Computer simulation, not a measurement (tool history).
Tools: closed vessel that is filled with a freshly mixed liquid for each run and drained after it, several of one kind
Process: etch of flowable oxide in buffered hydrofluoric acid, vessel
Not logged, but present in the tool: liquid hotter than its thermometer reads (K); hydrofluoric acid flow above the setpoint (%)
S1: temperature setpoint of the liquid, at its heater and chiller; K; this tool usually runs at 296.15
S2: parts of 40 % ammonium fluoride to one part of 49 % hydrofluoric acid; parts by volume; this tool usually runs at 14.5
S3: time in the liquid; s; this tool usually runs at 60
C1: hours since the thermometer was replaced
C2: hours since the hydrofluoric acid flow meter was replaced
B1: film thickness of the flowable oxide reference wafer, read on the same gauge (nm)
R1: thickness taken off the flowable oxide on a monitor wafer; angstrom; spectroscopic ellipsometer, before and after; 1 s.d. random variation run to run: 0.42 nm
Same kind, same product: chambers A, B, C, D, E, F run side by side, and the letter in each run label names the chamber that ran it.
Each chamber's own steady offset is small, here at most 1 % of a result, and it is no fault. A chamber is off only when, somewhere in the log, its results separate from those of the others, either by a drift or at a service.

run   hour      S1    S2  S3      C1      C2      B1       R1
 1E    8.3  296.15  14.5  60    27.0   724.4  29.991   963.99
 2D   14.8  296.15  14.5  60   988.2  1550.4  30.007   978.36
 3B   22.2  296.15  14.5  60  1543.4  1209.7  29.998   967.20
 4A   32.9  296.15  14.5  60   335.3   638.3  29.990   951.81
 5F   40.4  296.15  14.5  60   986.3   829.3  30.016   966.65
 6C   45.8  299.65  14.5  60   937.2   323.5  29.977  1163.20
 7C   54.0  299.65  14.5  60   945.4   331.7  29.955  1164.90
 8A   62.4  299.65  14.5  60   364.8   667.8  30.013  1164.20
 9D   69.8  299.65  14.5  60  1043.2  1605.4  30.017  1171.20
10B   77.4  299.65  14.5  60  1598.6  1264.9  29.982  1173.20
11F   82.6  299.65  14.5  60  1028.5   871.5  30.010  1173.80
12E   93.7  296.15  14.5  60   112.4   809.8  29.985   968.10
13E  100.4  296.15  14.5  60   119.1   816.5  30.013   965.69
14D  110.8  298.65  14.5  75  1084.2  1646.4  29.957  1377.40
15B  116.9  298.65  14.5  75  1638.1  1304.4  29.998  1385.70
16A  126.1  298.65  14.5  75   428.5   731.5  30.036  1380.30
17F  133.3  298.65  14.5  75  1079.2   922.2  30.019  1382.50
     136.2  -- chamber D: hydrofluoric acid flow meter replaced
18C  143.1  298.65  14.5  75  1034.5   420.8  29.983  1380.40
19E  154.0  298.65  14.5  75   172.7   870.1  30.005  1387.10
20C  161.1  296.15  14.5  60  1052.5   438.8  30.013   960.73
21F  171.2  296.15  16.5  60  1117.1   960.1  30.052   846.03
22D  177.8  296.15  16.5  60  1151.2    41.6  29.980   852.59
23A  184.5  296.15  16.5  60   486.9   789.9  29.991   849.81
24B  190.4  296.15  16.5  60  1711.6  1377.9  30.001   852.71
     192.9  -- chamber F: thermometer replaced
25A  198.4  296.15  16.5  60   500.8   803.8  30.002   846.44
     204.0  -- chamber B: hydrofluoric acid flow meter replaced
26F  205.3  296.15  16.5  60    12.5   994.2  30.023   851.71
27E  214.7  296.15  14.5  60   233.4   930.8  29.997   964.31
28D  226.3  296.15  14.5  60  1199.7    90.1  29.992   979.00
29B  236.2  296.15  14.5  60  1757.4    32.2  30.013   969.07
30C  245.0  296.15  10.0  85  1136.4   522.7  30.000  1945.50
31B  255.9  296.15  10.0  85  1777.1    51.9  29.983  1973.00
32E  261.6  296.15  10.0  85   280.3   977.7  29.980  1968.60
     263.3  -- chamber A: thermometer replaced
33F  271.4  296.15  10.0  85    78.6  1060.3  29.977  1975.20
34C  282.6  296.15  10.0  85  1174.0   560.3  30.001  1940.20
35A  290.9  296.15  10.0  85    27.7   896.3  30.027  1951.70
36D  298.1  296.15  14.5  60  1271.5   161.9  30.024   973.07
37C  309.4  296.15  12.0  60  1200.8   587.1  30.011  1148.60
38A  320.7  296.15  12.0  60    57.5   926.1  30.020  1157.60
39E  327.7  296.15  12.0  60   346.4  1043.8  30.013  1156.60
40F  338.3  296.15  12.0  60   145.5  1127.2  30.028  1164.70
41B  349.2  296.15  12.0  60  1870.4   145.2  30.006  1169.40
42D  360.0  296.15  12.0  60  1333.4   223.8  29.979  1173.00
43B  366.7  296.15  14.5  60  1887.9   162.7  30.002   972.02
44C  376.3  296.15  14.5  60  1267.7   654.0  29.967   960.35

For the next run the whole fleet of 6 chambers uses the same settings. Give each chamber's results:
45A  385.0  296.15  14.5  60               ?
45B  385.0  296.15  14.5  60               ?
45C  385.0  296.15  14.5  60               ?
45D  385.0  296.15  14.5  60               ?
45E  385.0  296.15  14.5  60               ?
45F  385.0  296.15  14.5  60               ?

run      R1
45A  957.25
45B  972.47
45C  962.64
45D  970.55
45E  963.36
45F  972.98
